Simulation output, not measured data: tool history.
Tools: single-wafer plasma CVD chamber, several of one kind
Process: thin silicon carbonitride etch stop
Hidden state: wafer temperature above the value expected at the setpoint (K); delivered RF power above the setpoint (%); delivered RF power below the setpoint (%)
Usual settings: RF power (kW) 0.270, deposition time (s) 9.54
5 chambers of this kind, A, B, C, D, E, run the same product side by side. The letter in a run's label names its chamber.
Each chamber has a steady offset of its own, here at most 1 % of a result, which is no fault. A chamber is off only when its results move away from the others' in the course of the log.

run	hour	RF power (kW)	deposition time (s)	hours since the last thermocouple change	hours since the last RF generator calibration	read-back reference wafer on the same gauge, thickness_nm	mean film thickness on the monitor wafer (Å)
1A	9.2	0.270	9.54	388.1	1080.0	5.1858	59.637
2C	20.3	0.270	9.54	1628.1	788.6	5.1835	59.042
3B	31.1	0.270	9.54	313.5	1022.0	5.1814	58.904
4E	38.7	0.270	9.54	1362.6	311.3	5.1983	59.512
5D	50.1	0.270	9.54	703.3	886.2	5.1876	58.919
6B	56.1	0.270	9.54	338.5	1047.0	5.1893	59.551
7C	62.6	0.285	10.83	1670.4	830.9	5.1942	68.332
8E	69.5	0.285	10.83	1393.4	342.1	5.1935	68.830
9A	76.8	0.285	10.83	455.7	1147.6	5.1872	68.278
10D	85.7	0.285	10.83	738.9	921.8	5.1989	67.906
11A	93.5	0.285	10.83	472.4	1164.3	5.1847	68.810
# hour 95.2: chamber C: RF generator calibrated
12B	103.6	0.270	9.54	386.0	1094.5	5.1853	59.300
# hour 112.1: chamber C: thermocouple changed; heater temperature recalibrated
13E	113.4	0.225	10.82	1437.3	386.0	5.1957	64.484
# hour 116.2: chamber A: RF generator calibrated
14D	119.6	0.225	10.82	772.8	955.7	5.1979	63.394
15C	130.7	0.225	10.82	18.7	35.6	5.1829	63.752
16B	136.2	0.225	10.82	418.6	1127.1	5.1931	64.171
17C	143.4	0.225	10.82	31.4	48.3	5.1950	63.736
18E	151.0	0.270	9.54	1474.9	423.6	5.1932	59.433
19D	161.5	0.270	9.54	814.7	997.6	5.1925	58.471
20A	167.7	0.270	9.54	546.6	51.5	5.1863	59.507
21D	175.3	0.270	9.54	828.5	1011.4	5.1967	59.082
22A	186.3	0.270	9.54	565.2	70.1	5.1932	59.641
23C	191.4	0.245	10.67	79.4	96.3	5.1872	64.973
24E	201.8	0.245	10.67	1525.7	474.4	5.1915	64.969
25B	209.6	0.245	10.67	492.0	1200.5	5.1922	64.591
26C	214.8	0.245	10.67	102.8	119.7	5.1918	64.162
27A	221.9	0.245	10.67	600.8	105.7	5.1950	65.179
28E	231.5	0.270	9.54	1555.4	504.1	5.1966	59.607
29B	238.2	0.270	9.54	520.6	1229.1	5.1872	58.671
30D	245.0	0.270	9.54	898.2	1081.1	5.1875	58.728
31E	256.8	0.270	9.54	1580.7	529.4	5.1969	59.713
32A	265.9	0.270	9.54	644.8	149.7	5.1921	59.194
33B	275.0	0.270	9.54	557.4	1265.9	5.1893	59.120
34D	282.6	0.270	9.54	935.8	1118.7	5.1860	59.043

What goes on in this fleet: one chamber off, a drifting gauge, or nothing beyond the chambers' own small offsets? Name the chamber and the cause, if any.

No chamber stands off beyond its own small offset, and the gauge holds steady.

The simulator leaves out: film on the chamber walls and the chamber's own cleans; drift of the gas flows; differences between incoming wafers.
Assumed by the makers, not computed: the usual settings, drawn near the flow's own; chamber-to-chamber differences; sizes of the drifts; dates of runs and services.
